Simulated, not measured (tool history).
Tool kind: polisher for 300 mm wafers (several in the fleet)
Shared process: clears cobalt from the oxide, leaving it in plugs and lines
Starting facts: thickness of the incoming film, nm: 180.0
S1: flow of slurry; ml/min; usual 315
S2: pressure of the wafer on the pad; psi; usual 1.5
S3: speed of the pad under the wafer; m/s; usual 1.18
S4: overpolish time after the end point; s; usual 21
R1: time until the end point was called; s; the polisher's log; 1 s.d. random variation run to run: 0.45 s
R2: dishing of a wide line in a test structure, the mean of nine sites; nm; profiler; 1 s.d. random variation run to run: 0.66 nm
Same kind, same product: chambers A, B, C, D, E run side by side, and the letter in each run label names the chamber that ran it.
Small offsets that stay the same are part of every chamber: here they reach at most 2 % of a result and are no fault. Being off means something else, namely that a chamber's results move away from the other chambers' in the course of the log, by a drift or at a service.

At day 0.488: chamber C: slurry nozzle cleaned.
Run 1E, day 0.550: usual settings. Result: R1 33.006 s, R2 50.226 nm.
At day 0.738: chamber B: worn pad replaced by a new one.
Run 2C, day 0.804: usual settings. Result: R1 33.525 s, R2 50.871 nm.
Run 3A, day 1.267: usual settings. Result: R1 33.949 s, R2 52.964 nm.
Run 4D, day 1.546: usual settings. Result: R1 33.722 s, R2 50.694 nm.
At day 1.612: chamber E: head pressure recalibrated.
Run 5B, day 1.958: usual settings. Result: R1 34.643 s, R2 50.360 nm.
At day 2.171: chamber C: worn pad replaced by a new one.
At day 2.279: chamber E: slurry nozzle cleaned.
Run 6B, day 2.458: usual settings. Result: R1 32.685 s, R2 50.674 nm.
At day 2.754: chamber A: worn pad replaced by a new one.
At day 2.817: chamber A: slurry nozzle cleaned.
At day 2.871: chamber D: worn pad replaced by a new one.
Run 7E, day 2.983: usual settings but S3 1.52 m/s. Result: R1 25.482 s, R2 52.970 nm.
Run 8D, day 3.450: usual settings but S3 1.52 m/s. Result: R1 26.327 s, R2 54.459 nm.
Run 9C, day 3.708: usual settings but S3 1.52 m/s. Result: R1 25.536 s, R2 54.657 nm.
At day 4.121: chamber B: worn pad replaced by a new one.
Run 10A, day 4.225: usual settings but S3 1.52 m/s. Result: R1 26.120 s, R2 56.435 nm.
Run 11C, day 4.658: usual settings but S3 1.52 m/s. Result: R1 25.643 s, R2 55.819 nm.
Run 12B, day 4.950: usual settings. Result: R1 33.789 s, R2 50.957 nm.
Run 13D, day 5.229: usual settings but S2 1.7 psi. Result: R1 29.068 s, R2 53.458 nm.
At day 5.267: chamber C: worn pad replaced by a new one.
Run 14E, day 5.504: usual settings but S2 1.7 psi. Result: R1 29.320 s, R2 52.614 nm.
At day 5.996: chamber A: worn pad replaced by a new one.
Run 15A, day 6.025: usual settings but S2 1.7 psi. Result: R1 29.495 s, R2 53.484 nm.
Run 16B, day 6.312: usual settings but S2 1.7 psi. Result: R1 30.214 s, R2 50.942 nm.
At day 6.438: chamber D: worn pad replaced by a new one.
Run 17D, day 6.775: usual settings but S2 1.7 psi. Result: R1 29.360 s, R2 52.557 nm.
At day 6.925: chamber B: worn pad replaced by a new one.
Run 18E, day 7.217: usual settings. Result: R1 34.038 s, R2 50.416 nm.
Run 19A, day 7.725: usual settings. Result: R1 33.549 s, R2 50.991 nm.
Run 20C, day 8.162: usual settings. Result: R1 33.234 s, R2 50.294 nm.
At day 8.246: chamber B: head pressure recalibrated.
At day 8.408: chamber B: slurry nozzle cleaned.
Run 21C, day 8.575: usual settings. Result: R1 33.228 s, R2 51.248 nm.
At day 8.796: chamber A: worn pad replaced by a new one.
At day 8.842: chamber C: worn pad replaced by a new one.
Run 22E, day 8.992: usual settings. Result: R1 34.041 s, R2 49.776 nm.
Run 23A, day 9.542: usual settings. Result: R1 33.426 s, R2 52.488 nm.
At day 9.833: chamber D: worn pad replaced by a new one.
Run 24B, day 9.917: usual settings. Result: R1 33.122 s, R2 50.481 nm.
At day 10.317: chamber B: worn pad replaced by a new one.
Run 25D, day 10.333: usual settings. Result: R1 34.299 s, R2 49.827 nm.
Run 26D, day 10.588: usual settings. Result: R1 32.768 s, R2 50.114 nm.
At day 10.862: chamber C: head pressure recalibrated.
Run 27E, day 11.058: usual settings. Result: R1 35.180 s, R2 49.770 nm.
Run 28B, day 11.383: usual settings. Result: R1 34.176 s, R2 49.460 nm.
Run 29A, day 11.850: usual settings but S1 280 ml/min, S3 1.54 m/s. Result: R1 26.621 s, R2 53.814 nm.
At day 12.142: chamber C: worn pad replaced by a new one.
At day 12.175: chamber A: worn pad replaced by a new one.
Run 30C, day 12.350: usual settings but S1 280 ml/min, S3 1.54 m/s. Result: R1 26.048 s, R2 54.516 nm.
Run 31C, day 12.750: usual settings but S1 280 ml/min, S3 1.54 m/s. Result: R1 25.103 s, R2 54.446 nm.
Run 32D, day 13.129: usual settings but S1 280 ml/min, S3 1.54 m/s. Result: R1 26.190 s, R2 54.141 nm.
At day 13.200: chamber D: worn pad replaced by a new one.
Run 33A, day 13.446: usual settings but S1 280 ml/min, S3 1.54 m/s. Result: R1 26.133 s, R2 56.222 nm.
At day 13.642: chamber B: worn pad replaced by a new one.
Run 34B, day 13.717: usual settings. Result: R1 32.997 s, R2 49.706 nm.
Run 35E, day 14.292: usual settings but S3 1.54 m/s. Result: R1 28.433 s, R2 53.456 nm.
Run 36B, day 14.579: usual settings but S3 1.54 m/s. Result: R1 25.722 s, R2 54.397 nm.
Run 37D, day 14.854: usual settings but S3 1.54 m/s. Result: R1 25.673 s, R2 54.866 nm.
Run 38E, day 15.129: usual settings but S3 1.54 m/s. Result: R1 27.620 s, R2 54.304 nm.
At day 15.221: chamber A: worn pad replaced by a new one.
At day 15.296: chamber C: worn pad replaced by a new one.
Run 39A, day 15.379: usual settings but S3 1.54 m/s. Result: R1 25.830 s, R2 54.961 nm.
Run 40C, day 15.821: usual settings but S1 385 ml/min, S3 1.34 m/s. Result: R1 29.036 s, R2 54.692 nm.

Next, every chamber runs the same settings. What will each give?
Run 41A, day 16.238: usual settings. Result: R1 ?, R2 ?.
Run 41B, day 16.238: usual settings. Result: R1 ?, R2 ?.
Run 41C, day 16.238: usual settings. Result: R1 ?, R2 ?.
Run 41D, day 16.238: usual settings. Result: R1 ?, R2 ?.
Run 41E, day 16.238: usual settings. Result: R1 ?, R2 ?.

run      R1      R2
41A  34.117  52.735
41B  32.475  51.301
41C  33.050  51.408
41D  33.468  50.594
41E  37.700  48.003

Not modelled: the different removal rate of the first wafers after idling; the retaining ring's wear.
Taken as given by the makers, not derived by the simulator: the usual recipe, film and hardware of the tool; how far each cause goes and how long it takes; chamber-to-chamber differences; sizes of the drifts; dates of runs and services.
